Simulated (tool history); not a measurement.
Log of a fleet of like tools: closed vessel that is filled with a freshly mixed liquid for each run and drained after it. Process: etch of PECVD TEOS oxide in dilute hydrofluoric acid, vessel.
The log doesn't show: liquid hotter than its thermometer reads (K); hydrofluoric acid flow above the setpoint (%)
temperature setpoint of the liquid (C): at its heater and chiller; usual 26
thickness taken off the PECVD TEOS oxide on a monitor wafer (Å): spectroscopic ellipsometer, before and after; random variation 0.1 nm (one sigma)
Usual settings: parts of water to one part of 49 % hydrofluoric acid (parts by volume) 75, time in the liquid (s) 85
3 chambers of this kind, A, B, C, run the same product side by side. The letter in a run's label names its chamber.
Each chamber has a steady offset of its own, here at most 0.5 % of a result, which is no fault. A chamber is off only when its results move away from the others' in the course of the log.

run,hour,temperature setpoint of the liquid (C),parts of water to one part of 49 % hydrofluoric acid (parts by volume),time in the liquid (s),hours since the thermometer was replaced,hours since the hydrofluoric acid flow meter was replaced,"read-back film thickness of the PECVD TEOS oxide reference wafer, read on the same gauge (nm)",thickness taken off the PECVD TEOS oxide on a monitor wafer (Å)
1C,9.9,26,75,85,818.3,1167.5,119.96,303.02
2A,14.5,26,75,85,1802.7,357.5,119.97,304.08
3B,20.3,26,75,85,2148.1,567.9,120.03,304.09
4B,25.8,26,75,85,2153.6,573.4,120.03,302.25
5A,31.8,26,75,85,1820,374.8,120.04,303.81
6C,41.3,26,75,85,849.7,1198.9,120,303.95
7B,48,26,75,85,2175.8,595.6,119.99,302.39
8C,56.9,21.5,75,85,865.3,1214.5,120,252.05
9A,65,21.5,75,85,1853.2,408,120,253.43
10C,73.5,21.5,75,85,881.9,1231.1,120.03,252.01
11B,78.7,26,75,85,2206.5,626.3,119.97,301.35
12A,84,26,50,130,1872.2,427,120,724.5
13B,90.3,26,50,130,2218.1,637.9,120,711.13
14A,95.9,26,50,130,1884.1,438.9,119.99,724.12
15C,102.5,26,45,85,910.9,1260.1,119.96,531.95
16C,108.8,26,45,85,917.2,1266.4,120.04,529.73
17B,118.9,26,45,85,2246.7,666.5,119.96,517.91
18A,125.9,26,75,85,1914.1,468.9,119.97,304.28
19C,130.6,26,75,85,939,1288.2,120.06,303.95
20A,140.5,26,75,85,1928.7,483.5,119.98,303.44
21B,151.1,26,75,85,2278.9,698.7,119.98,300.97
22A,155.9,26,75,85,1944.1,498.9,119.98,303.49
23B,164.5,26,75,85,2292.3,712.1,120,302.37
24C,170.2,26,75,85,978.6,1327.8,120,303.77

All 3 chambers run these settings next. Forecast each chamber's results:
25A,177.8,26,95,85,,,,?
25B,177.8,26,95,85,,,,?
25C,177.8,26,95,85,,,,?

run,thickness taken off the PECVD TEOS oxide on a monitor wafer (Å)
25A,234.31
25B,232.79
25C,232.23
